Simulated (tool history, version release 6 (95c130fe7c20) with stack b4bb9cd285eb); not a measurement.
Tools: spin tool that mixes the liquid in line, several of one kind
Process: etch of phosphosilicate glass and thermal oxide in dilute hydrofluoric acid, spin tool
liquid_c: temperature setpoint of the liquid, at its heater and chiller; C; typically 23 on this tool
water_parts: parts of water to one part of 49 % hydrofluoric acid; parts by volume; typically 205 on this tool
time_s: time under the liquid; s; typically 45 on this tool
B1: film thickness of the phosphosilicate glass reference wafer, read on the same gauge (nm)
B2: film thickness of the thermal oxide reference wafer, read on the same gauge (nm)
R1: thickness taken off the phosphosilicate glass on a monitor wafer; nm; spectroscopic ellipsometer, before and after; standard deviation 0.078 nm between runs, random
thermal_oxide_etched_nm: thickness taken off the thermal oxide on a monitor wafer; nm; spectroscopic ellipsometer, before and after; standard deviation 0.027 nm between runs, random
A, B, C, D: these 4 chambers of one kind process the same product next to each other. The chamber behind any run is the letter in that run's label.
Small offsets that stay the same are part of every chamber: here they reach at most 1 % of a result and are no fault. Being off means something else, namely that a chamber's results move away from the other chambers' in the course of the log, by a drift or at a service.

run 1A hour=8.3 | liquid_c=23 water_parts=205 time_s=45 | B1=90.017 B2=70 | R1=12.321 thermal_oxide_etched_nm=0.89998
run 2B hour=16.1 | liquid_c=23 water_parts=205 time_s=45 | B1=90.02 B2=69.969 | R1=12.485 thermal_oxide_etched_nm=0.89555
run 3C hour=24.9 | liquid_c=23 water_parts=205 time_s=45 | B1=89.993 B2=70.001 | R1=12.361 thermal_oxide_etched_nm=0.88588
run 4D hour=36.1 | liquid_c=23 water_parts=205 time_s=45 | B1=90.007 B2=70.019 | R1=12.249 thermal_oxide_etched_nm=0.88776
run 5A hour=47.8 | liquid_c=23 water_parts=205 time_s=45 | B1=90.007 B2=70.012 | R1=12.515 thermal_oxide_etched_nm=0.86517
run 6C hour=55.9 | liquid_c=23 water_parts=165 time_s=45 | B1=89.986 B2=70.028 | R1=15.777 thermal_oxide_etched_nm=1.1664
-- hour=57 chamber D: thermometer replaced
run 7B hour=67.8 | liquid_c=23 water_parts=165 time_s=45 | B1=89.994 B2=69.96 | R1=16.201 thermal_oxide_etched_nm=1.104
run 8D hour=74.5 | liquid_c=23 water_parts=165 time_s=45 | B1=89.98 B2=69.993 | R1=15.708 thermal_oxide_etched_nm=1.0865
run 9A hour=87.2 | liquid_c=23 water_parts=165 time_s=45 | B1=89.978 B2=69.984 | R1=16.02 thermal_oxide_etched_nm=1.1608
run 10D hour=92.9 | liquid_c=23 water_parts=205 time_s=45 | B1=89.976 B2=70.03 | R1=12.334 thermal_oxide_etched_nm=0.93983
run 11C hour=102.9 | liquid_c=23 water_parts=205 time_s=45 | B1=89.971 B2=70.007 | R1=12.275 thermal_oxide_etched_nm=0.88145
run 12B hour=109.9 | liquid_c=23 water_parts=205 time_s=45 | B1=89.989 B2=69.986 | R1=12.374 thermal_oxide_etched_nm=0.89895
run 13B hour=119.9 | liquid_c=23 water_parts=205 time_s=45 | B1=89.988 B2=70.029 | R1=12.444 thermal_oxide_etched_nm=0.91825
run 14C hour=132 | liquid_c=23 water_parts=205 time_s=45 | B1=89.977 B2=70.035 | R1=12.412 thermal_oxide_etched_nm=0.86665
run 15A hour=140 | liquid_c=23 water_parts=205 time_s=45 | B1=90.022 B2=70.034 | R1=12.528 thermal_oxide_etched_nm=0.90243
run 16D hour=146.6 | liquid_c=23 water_parts=205 time_s=45 | B1=89.998 B2=69.989 | R1=12.237 thermal_oxide_etched_nm=0.91073
run 17A hour=154.1 | liquid_c=23 water_parts=205 time_s=45 | B1=89.99 B2=70.023 | R1=12.667 thermal_oxide_etched_nm=0.92275
run 18C hour=162.1 | liquid_c=23 water_parts=205 time_s=45 | B1=90.03 B2=70.001 | R1=12.388 thermal_oxide_etched_nm=0.86803
run 19D hour=167.8 | liquid_c=23 water_parts=205 time_s=45 | B1=90.053 B2=70.002 | R1=12.195 thermal_oxide_etched_nm=0.87514
run 20B hour=176.1 | liquid_c=23 water_parts=205 time_s=45 | B1=90.037 B2=70 | R1=12.34 thermal_oxide_etched_nm=0.92711
run 21C hour=186.2 | liquid_c=23 water_parts=205 time_s=45 | B1=89.98 B2=69.992 | R1=12.524 thermal_oxide_etched_nm=0.88609
run 22D hour=197.1 | liquid_c=23 water_parts=205 time_s=45 | B1=90.003 B2=69.988 | R1=12.253 thermal_oxide_etched_nm=0.86957
run 23B hour=207.5 | liquid_c=23 water_parts=205 time_s=45 | B1=89.976 B2=70.02 | R1=12.416 thermal_oxide_etched_nm=0.89663
run 24A hour=220 | liquid_c=25.5 water_parts=205 time_s=45 | B1=90.007 B2=70.029 | R1=14.356 thermal_oxide_etched_nm=1.0518
run 25C hour=226.1 | liquid_c=25.5 water_parts=205 time_s=45 | B1=90.005 B2=70.003 | R1=13.631 thermal_oxide_etched_nm=0.94806
-- hour=238.4 chamber D: hydrofluoric acid flow meter replaced
run 26D hour=238.5 | liquid_c=25.5 water_parts=205 time_s=45 | B1=90.023 B2=69.984 | R1=13.383 thermal_oxide_etched_nm=0.99018

For the next run the whole fleet of 4 chambers uses the same settings. Give each chamber's results:
run 27A hour=247.6 | liquid_c=25.5 water_parts=205 time_s=45 | R1=? thermal_oxide_etched_nm=?
run 27B hour=247.6 | liquid_c=25.5 water_parts=205 time_s=45 | R1=? thermal_oxide_etched_nm=?
run 27C hour=247.6 | liquid_c=25.5 water_parts=205 time_s=45 | R1=? thermal_oxide_etched_nm=?
run 27D hour=247.6 | liquid_c=25.5 water_parts=205 time_s=45 | R1=? thermal_oxide_etched_nm=?

run=27A R1=14.414 thermal_oxide_etched_nm=1.0694
run=27B R1=13.702 thermal_oxide_etched_nm=1.0202
run=27C R1=13.502 thermal_oxide_etched_nm=0.97486
run=27D R1=13.41 thermal_oxide_etched_nm=0.97756
